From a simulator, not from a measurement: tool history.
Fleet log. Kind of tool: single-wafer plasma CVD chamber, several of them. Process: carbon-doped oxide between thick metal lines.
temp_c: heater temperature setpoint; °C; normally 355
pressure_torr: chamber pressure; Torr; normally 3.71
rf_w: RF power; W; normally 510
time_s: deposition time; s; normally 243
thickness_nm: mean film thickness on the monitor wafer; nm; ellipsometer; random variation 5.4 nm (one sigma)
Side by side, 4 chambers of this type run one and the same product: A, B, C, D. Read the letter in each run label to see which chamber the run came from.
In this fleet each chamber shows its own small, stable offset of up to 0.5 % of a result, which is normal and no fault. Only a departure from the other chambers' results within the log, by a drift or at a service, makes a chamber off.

run   hour  temp_c  pressure_torr  rf_w  time_s  read-back reference wafer on the same gauge, thickness_nm  thickness_nm
 1D    6.0     355           3.71   510     243                                                     1279.5       1172.50
 2B    9.2     355           3.71   510     243                                                     1279.5       1158.50
 3C   13.6     355           3.71   510     243                                                     1280.0       1167.40
 4A   17.1     355           3.71   510     243                                                     1278.9       1161.20
 5C   21.5     355           3.71   510     243                                                     1280.2       1182.20
 6A   24.9     355           3.71   510     243                                                     1279.8       1163.60
 7B   28.3     355           3.71   510     243                                                     1280.7       1168.40
 8D   33.4     355           3.71   510     243                                                     1280.0       1171.70
 9C   37.8     355           3.71   510     243                                                     1281.5       1167.10
10A   41.6     355           3.71   510     243                                                     1280.8       1165.80
11D   44.9     355           2.83   510     243                                                     1280.0       1145.00
12B   47.6     355           2.83   510     243                                                     1279.9       1125.50
13C   52.7     355           2.83   510     243                                                     1279.5       1137.40
14D   55.8     355           2.83   510     243                                                     1278.6       1135.00
      59.2  -- chamber C: thermocouple changed; heater temperature recalibrated
15A   61.6     355           3.71   510     243                                                     1281.2       1168.50
16B   64.8     355           3.71   510     243                                                     1280.1       1162.40
17A   70.7     355           3.71   510     243                                                     1279.3       1174.30
18B   76.7     355           3.71   510     243                                                     1280.2       1156.10
19D   80.0     355           3.39   510     243                                                     1280.6       1156.60
20C   84.5     355           3.39   510     243                                                     1280.7       1158.30
21D   87.5     355           3.39   510     243                                                     1279.7       1160.60
22B   90.5     355           3.39   510     243                                                     1279.5       1152.50
23A   94.8     355           3.71   510     243                                                     1281.9       1170.70
24C  100.3     355           3.71   510     243                                                     1278.7       1177.70
25B  105.9     355           3.71   510     243                                                     1280.9       1164.00
26C  108.8     355           3.71   510     243                                                     1279.6       1177.90
27D  112.8     355           3.71   510     243                                                     1280.7       1169.10
28A  115.6     355           3.71   510     243                                                     1279.2       1162.90
29D  120.1     355           3.71   510     212                                                     1281.2       1029.60
30C  122.9     355           3.71   510     212                                                     1281.3       1019.60

Which is it: a chamber that has drifted or been left off by a service, a gauge drift common to all chambers, or only each chamber's usual small offset? If a chamber is off, name it and its likeliest cause.

No chamber stands off beyond its own small offset, and the gauge holds steady.
